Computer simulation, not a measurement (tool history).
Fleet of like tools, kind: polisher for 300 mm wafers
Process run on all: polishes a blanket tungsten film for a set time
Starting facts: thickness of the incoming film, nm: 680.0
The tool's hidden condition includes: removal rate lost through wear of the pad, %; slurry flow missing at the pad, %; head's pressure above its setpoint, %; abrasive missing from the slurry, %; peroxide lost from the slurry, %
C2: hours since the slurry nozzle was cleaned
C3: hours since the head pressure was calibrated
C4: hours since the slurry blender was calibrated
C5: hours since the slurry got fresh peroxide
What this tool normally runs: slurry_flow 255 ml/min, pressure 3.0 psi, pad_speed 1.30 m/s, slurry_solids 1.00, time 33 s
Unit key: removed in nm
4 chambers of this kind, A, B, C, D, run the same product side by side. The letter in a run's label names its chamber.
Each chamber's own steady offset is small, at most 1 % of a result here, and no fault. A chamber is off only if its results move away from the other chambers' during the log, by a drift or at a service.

Run 1B, hour 9.9: usual settings; wafers polished on this pad 314; C2 200.7; C3 93.4; C4 82.0; C5 79.3. Result: removed 136.74 nm.
At hour 10.6: chamber C: worn pad replaced by a new one.
At hour 16.2: chamber B: slurry tank refilled with fresh slurry and peroxide.
Run 2D, hour 16.6: usual settings; wafers polished on this pad 421; C2 105.9; C3 315.1; C4 78.6; C5 98.8. Result: removed 137.28 nm.
Run 3C, hour 30.0: usual settings; wafers polished on this pad 256; C2 156.1; C3 490.2; C4 90.8; C5 40.8. Result: removed 134.12 nm.
At hour 31.6: chamber A: worn pad replaced by a new one.
Run 4A, hour 36.4: usual settings; wafers polished on this pad 63; C2 464.2; C3 328.9; C4 81.2; C5 49.6. Result: removed 135.77 nm.
Run 5D, hour 43.1: usual settings; wafers polished on this pad 772; C2 132.4; C3 341.6; C4 105.1; C5 125.3. Result: removed 135.04 nm.
At hour 44.2: chamber D: slurry tank refilled with fresh slurry and peroxide.
Run 6A, hour 49.6: usual settings; wafers polished on this pad 238; C2 477.4; C3 342.1; C4 94.4; C5 62.8. Result: removed 136.02 nm.
Run 7B, hour 59.3: usual settings; wafers polished on this pad 968; C2 250.1; C3 142.8; C4 131.4; C5 43.1. Result: removed 135.18 nm.
At hour 61.0: chamber D: worn pad replaced by a new one.
Run 8C, hour 69.8: usual settings; wafers polished on this pad 783; C2 195.9; C3 530.0; C4 130.6; C5 80.6. Result: removed 135.43 nm.
Run 9A, hour 78.2: usual settings; wafers polished on this pad 616; C2 506.0; C3 370.7; C4 123.0; C5 91.4. Result: removed 133.84 nm.
At hour 79.6: chamber A: slurry tank refilled with fresh slurry and peroxide.
At hour 87.3: chamber C: worn pad replaced by a new one.
At hour 89.3: chamber B: worn pad replaced by a new one.
Run 10B, hour 92.2: usual settings but pressure 3.8 psi, time 45 s; wafers polished on this pad 39; C2 283.0; C3 175.7; C4 164.3; C5 76.0. Result: removed 237.02 nm.
At hour 94.4: chamber B: slurry tank refilled with fresh slurry and peroxide.
Run 11D, hour 98.8: usual settings but pressure 3.8 psi, time 45 s; wafers polished on this pad 500; C2 188.1; C3 397.3; C4 160.8; C5 54.7. Result: removed 234.42 nm.
At hour 101.2: chamber A: head pressure recalibrated.
Run 12C, hour 105.3: usual settings but pressure 3.8 psi, time 45 s; wafers polished on this pad 239; C2 231.4; C3 565.5; C4 166.1; C5 116.1. Result: removed 232.13 nm.
At hour 106.3: chamber A: worn pad replaced by a new one.
Run 13A, hour 118.7: usual settings but pressure 3.8 psi, time 45 s; wafers polished on this pad 164; C2 546.5; C3 17.5; C4 163.5; C5 39.1. Result: removed 237.18 nm.
Run 14D, hour 127.4: usual settings; wafers polished on this pad 878; C2 216.7; C3 425.9; C4 189.4; C5 83.3. Result: removed 134.49 nm.
Run 15C, hour 137.6: usual settings but pad_speed 0.94 m/s, time 39 s; wafers polished on this pad 666; C2 263.7; C3 597.8; C4 198.4; C5 148.4. Result: removed 113.95 nm.
At hour 145.3: chamber D: slurry blender recalibrated.
At hour 145.8: chamber D: worn pad replaced by a new one.
Run 16B, hour 146.4: usual settings but pad_speed 0.94 m/s, time 39 s; wafers polished on this pad 756; C2 337.2; C3 229.9; C4 218.5; C5 52.1. Result: removed 117.46 nm.
At hour 148.5: chamber C: slurry tank refilled with fresh slurry and peroxide.
At hour 154.2: chamber A: slurry blender recalibrated.
Run 17A, hour 154.6: usual settings but pad_speed 0.94 m/s, time 39 s; wafers polished on this pad 639; C2 582.4; C3 53.4; C4 0.4; C5 75.0. Result: removed 115.76 nm.
At hour 158.7: chamber A: slurry nozzle cleaned.
Run 18D, hour 166.2: usual settings but pad_speed 0.94 m/s, time 39 s; wafers polished on this pad 270; C2 255.5; C3 464.7; C4 20.9; C5 122.1. Result: removed 117.38 nm.
At hour 170.4: chamber C: worn pad replaced by a new one.
Run 19C, hour 176.0: usual settings; wafers polished on this pad 74; C2 302.1; C3 636.2; C4 236.8; C5 27.5. Result: removed 134.10 nm.
At hour 180.9: chamber D: slurry tank refilled with fresh slurry and peroxide.
Run 20B, hour 183.2: usual settings but slurry_flow 175 ml/min, slurry_solids 1.15; wafers polished on this pad 1243; C2 374.0; C3 266.7; C4 255.3; C5 88.9. Result: removed 129.84 nm.
At hour 185.4: chamber B: slurry tank refilled with fresh slurry and peroxide.
At hour 195.9: chamber A: slurry tank refilled with fresh slurry and peroxide.
Run 21B, hour 196.4: usual settings but slurry_flow 175 ml/min, slurry_solids 1.15; wafers polished on this pad 1417; C2 387.2; C3 279.9; C4 268.5; C5 11.0. Result: removed 132.67 nm.
At hour 199.9: chamber B: worn pad replaced by a new one.
At hour 202.9: chamber A: worn pad replaced by a new one.
Run 22C, hour 204.5: usual settings but slurry_flow 175 ml/min, slurry_solids 1.15; wafers polished on this pad 451; C2 330.6; C3 664.7; C4 265.3; C5 56.0. Result: removed 131.90 nm.
Run 23D, hour 216.9: usual settings but slurry_flow 175 ml/min, slurry_solids 1.15; wafers polished on this pad 941; C2 306.2; C3 515.4; C4 71.6; C5 36.0. Result: removed 133.07 nm.
At hour 229.6: chamber D: worn pad replaced by a new one.
Run 24A, hour 229.6: usual settings but pad_speed 1.60 m/s, slurry_solids 1.10; wafers polished on this pad 354; C2 70.9; C3 128.4; C4 75.4; C5 33.7. Result: removed 169.38 nm.
Run 25D, hour 235.9: usual settings but pad_speed 1.60 m/s, slurry_solids 1.10; wafers polished on this pad 83; C2 325.2; C3 534.4; C4 90.6; C5 55.0. Result: removed 168.80 nm.
Run 26A, hour 245.2: usual settings but pad_speed 1.60 m/s, slurry_solids 1.10; wafers polished on this pad 560; C2 86.5; C3 144.0; C4 91.0; C5 49.3. Result: removed 169.08 nm.
At hour 246.5: chamber C: worn pad replaced by a new one.
At hour 253.0: chamber C: slurry nozzle cleaned.
Run 27C, hour 256.8: usual settings but pad_speed 1.60 m/s, slurry_solids 1.10; wafers polished on this pad 137; C2 3.9; C3 717.0; C4 317.6; C5 108.3. Result: removed 167.89 nm.
At hour 261.3: chamber D: slurry nozzle cleaned.
Run 28B, hour 264.5: usual settings; wafers polished on this pad 854; C2 455.3; C3 348.0; C4 336.6; C5 79.1. Result: removed 130.51 nm.
At hour 269.9: chamber B: slurry tank refilled with fresh slurry and peroxide.
Run 29B, hour 274.6: usual settings; wafers polished on this pad 988; C2 465.4; C3 358.1; C4 346.7; C5 4.8. Result: removed 130.27 nm.
Run 30C, hour 286.0: usual settings; wafers polished on this pad 523; C2 33.1; C3 746.2; C4 346.8; C5 137.5. Result: removed 132.48 nm.
At hour 286.6: chamber A: worn pad replaced by a new one.
At hour 294.9: chamber A: slurry tank refilled with fresh slurry and peroxide.
Run 31D, hour 297.1: usual settings; wafers polished on this pad 893; C2 35.8; C3 595.6; C4 151.8; C5 116.2. Result: removed 132.24 nm.
At hour 299.7: chamber D: worn pad replaced by a new one.
At hour 300.4: chamber B: worn pad replaced by a new one.
At hour 305.2: chamber D: slurry tank refilled with fresh slurry and peroxide.
Run 32A, hour 308.8: usual settings; wafers polished on this pad 294; C2 150.1; C3 207.6; C4 154.6; C5 13.9. Result: removed 137.67 nm.
At hour 311.0: chamber C: slurry tank refilled with fresh slurry and peroxide.
Run 33B, hour 315.3: usual settings; wafers polished on this pad 198; C2 506.1; C3 398.8; C4 387.4; C5 45.5. Result: removed 127.58 nm.
At hour 317.6: chamber D: slurry blender recalibrated.
At hour 320.3: chamber C: worn pad replaced by a new one.
Run 34C, hour 328.9: usual settings; wafers polished on this pad 114; C2 76.0; C3 789.1; C4 389.7; C5 17.9. Result: removed 135.41 nm.
Run 35D, hour 343.3: usual settings; wafers polished on this pad 578; C2 82.0; C3 641.8; C4 25.7; C5 38.2. Result: removed 136.78 nm.
At hour 346.8: chamber B: slurry tank refilled with fresh slurry and peroxide.
Run 36A, hour 352.4: usual settings but pressure 2.5 psi, time 37 s; wafers polished on this pad 871; C2 193.7; C3 251.2; C4 198.2; C5 57.5. Result: removed 128.28 nm.
At hour 362.1: chamber A: slurry blender recalibrated.
Run 37A, hour 365.4: usual settings but pressure 2.5 psi, time 37 s; wafers polished on this pad 1043; C2 206.7; C3 264.2; C4 3.3; C5 70.5. Result: removed 126.99 nm.
Run 38C, hour 379.4: usual settings but pressure 2.5 psi, time 37 s; wafers polished on this pad 782; C2 126.5; C3 839.6; C4 440.2; C5 68.4. Result: removed 125.67 nm.
At hour 379.8: chamber D: worn pad replaced by a new one.
At hour 385.0: chamber B: worn pad replaced by a new one.
Run 39B, hour 391.3: usual settings but pressure 2.5 psi, time 37 s; wafers polished on this pad 84; C2 582.1; C3 474.8; C4 463.4; C5 44.6. Result: removed 114.21 nm.
At hour 396.4: chamber D: head pressure recalibrated.
Run 40D, hour 398.3: usual settings; wafers polished on this pad 245; C2 137.0; C3 1.9; C4 80.7; C5 93.2. Result: removed 135.86 nm.

Has any chamber moved away from the others, gradually or after a service, or does the common gauge drift, or do the chambers differ only by their own small steady offsets? State the chamber and the most likely cause if one applies.

Little by little, chamber B moves away from the other chambers.
Most likely cause: abrasive missing from the slurry, % = 34.7.
With only this log, it may be confused with: head's pressure below its setpoint, %.

Below are 4 candidate recipes for chamber B's next run, each the usual settings with a change, their results shown as question marks. Which of them brings B's results back in line with what the other chambers give on the usual settings?
In line here means within this much of the mean the other chambers give on the usual settings: removed 4.50 nm
Run 41B-1, hour 408.7: usual settings but pad_speed 1.36 m/s, time 35 s. Result: removed ?.
Run 41B-2, hour 408.7: usual settings but pressure 2.9 psi, pad_speed 1.24 m/s, time 31 s. Result: removed ?.
Run 41B-3, hour 408.7: usual settings but pressure 3.2 psi, pad_speed 1.42 m/s. Result: removed ?.
Run 41B-4, hour 408.7: usual settings but time 30 s. Result: removed ?.

Average result of the remaining chambers running the usual settings: removed 134.85 nm
  run  removed
41B-1   136.51
41B-2   106.66
41B-3   143.37
41B-4   111.92
With 41B-1, the chamber falls back in line with the rest.

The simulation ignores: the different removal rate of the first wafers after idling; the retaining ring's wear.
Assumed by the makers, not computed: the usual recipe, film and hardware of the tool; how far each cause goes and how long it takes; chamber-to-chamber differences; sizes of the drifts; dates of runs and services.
